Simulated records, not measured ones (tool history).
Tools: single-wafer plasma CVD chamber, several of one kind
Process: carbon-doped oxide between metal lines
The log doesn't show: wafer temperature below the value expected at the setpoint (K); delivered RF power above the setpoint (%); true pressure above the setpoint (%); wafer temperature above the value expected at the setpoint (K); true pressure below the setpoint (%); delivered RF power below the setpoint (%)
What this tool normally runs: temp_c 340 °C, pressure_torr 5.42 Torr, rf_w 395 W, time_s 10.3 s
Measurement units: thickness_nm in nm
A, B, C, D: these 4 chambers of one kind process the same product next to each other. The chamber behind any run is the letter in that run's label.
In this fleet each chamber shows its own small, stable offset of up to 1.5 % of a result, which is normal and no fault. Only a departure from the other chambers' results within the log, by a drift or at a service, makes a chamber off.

| run | hour | temp_c | pressure_torr | rf_w | time_s | hours since the last thermocouple change | hours since the last RF generator calibration | hours since the last manometer calibration | read-back reference wafer on the same gauge, thickness_nm | thickness_nm |
|---|---|---|---|---|---|---|---|---|---|---|
| 1B | 10.3 | 340 | 5.42 | 395 | 10.3 | 606.3 | 630.0 | 926.5 | 44.117 | 46.924 |
|  | 13.0 | chamber C: thermocouple changed; heater temperature recalibrated |
| 2A | 24.0 | 340 | 5.42 | 395 | 10.3 | 1590.5 | 551.1 | 995.7 | 44.078 | 47.957 |
| 3C | 36.8 | 340 | 5.42 | 395 | 10.3 | 23.9 | 1532.3 | 2150.8 | 44.091 | 46.981 |
| 4D | 45.9 | 340 | 5.42 | 395 | 10.3 | 82.8 | 1396.8 | 241.1 | 44.129 | 46.996 |
| 5B | 59.7 | 340 | 5.42 | 395 | 10.3 | 655.7 | 679.4 | 975.9 | 44.103 | 47.021 |
| 6C | 72.6 | 340 | 5.42 | 395 | 10.3 | 59.7 | 1568.1 | 2186.6 | 44.095 | 46.800 |
| 7D | 80.2 | 340 | 5.42 | 395 | 10.3 | 117.1 | 1431.1 | 275.4 | 44.087 | 47.380 |
| 8A | 89.2 | 340 | 5.42 | 395 | 10.3 | 1655.7 | 616.3 | 1060.9 | 44.094 | 47.746 |
| 9D | 103.1 | 340 | 5.42 | 395 | 10.3 | 140.0 | 1454.0 | 298.3 | 44.089 | 47.258 |
| 10A | 115.8 | 340 | 5.42 | 430 | 10.3 | 1682.3 | 642.9 | 1087.5 | 44.087 | 50.866 |
| 11C | 126.7 | 340 | 5.42 | 430 | 10.3 | 113.8 | 1622.2 | 2240.7 | 44.092 | 49.867 |
|  | 135.8 | chamber B: capacitance manometer re-zeroed and calibrated |
| 12B | 138.1 | 340 | 5.42 | 430 | 10.3 | 734.1 | 757.8 | 2.4 | 44.112 | 50.138 |
| 13B | 146.6 | 340 | 5.42 | 430 | 10.3 | 742.6 | 766.3 | 10.9 | 44.129 | 50.215 |
| 14C | 159.1 | 340 | 5.42 | 395 | 10.3 | 146.2 | 1654.6 | 2273.1 | 44.107 | 46.968 |
| 15A | 168.2 | 340 | 5.42 | 395 | 10.3 | 1734.7 | 695.3 | 1139.9 | 44.107 | 47.871 |
|  | 174.7 | chamber A: thermocouple changed; heater temperature recalibrated |
| 16D | 175.7 | 330 | 5.42 | 395 | 10.3 | 212.6 | 1526.6 | 370.9 | 44.082 | 48.850 |
| 17B | 188.7 | 330 | 5.42 | 395 | 10.3 | 784.7 | 808.4 | 53.0 | 44.097 | 48.696 |
|  | 190.7 | chamber C: capacitance manometer re-zeroed and calibrated |
| 18A | 198.3 | 330 | 5.42 | 395 | 10.3 | 23.6 | 725.4 | 1170.0 | 44.095 | 49.400 |
| 19C | 207.5 | 330 | 5.42 | 395 | 10.3 | 194.6 | 1703.0 | 16.8 | 44.098 | 48.347 |
| 20D | 219.2 | 340 | 5.42 | 395 | 10.3 | 256.1 | 1570.1 | 414.4 | 44.102 | 47.151 |
| 21B | 230.6 | 340 | 5.42 | 395 | 10.3 | 826.6 | 850.3 | 94.9 | 44.116 | 47.042 |
| 22D | 238.2 | 340 | 5.42 | 395 | 10.3 | 275.1 | 1589.1 | 433.4 | 44.095 | 47.365 |
| 23C | 246.4 | 340 | 5.42 | 395 | 10.3 | 233.5 | 1741.9 | 55.7 | 44.088 | 47.011 |
| 24A | 260.5 | 340 | 5.42 | 395 | 10.3 | 85.8 | 787.6 | 1232.2 | 44.095 | 48.000 |
| 25C | 273.8 | 340 | 5.42 | 395 | 10.3 | 260.9 | 1769.3 | 83.1 | 44.108 | 46.919 |
| 26B | 284.0 | 340 | 5.88 | 450 | 10.3 | 880.0 | 903.7 | 148.3 | 44.110 | 52.301 |

Next, every chamber runs the same settings. What will each give?
| 27A | 294.9 | 340 | 5.42 | 395 | 10.3 |  |  |  |  | ? |
| 27B | 294.9 | 340 | 5.42 | 395 | 10.3 |  |  |  |  | ? |
| 27C | 294.9 | 340 | 5.42 | 395 | 10.3 |  |  |  |  | ? |
| 27D | 294.9 | 340 | 5.42 | 395 | 10.3 |  |  |  |  | ? |

| run | thickness_nm |
|---|---|
| 27A | 47.751 |
| 27B | 47.112 |
| 27C | 46.906 |
| 27D | 47.364 |
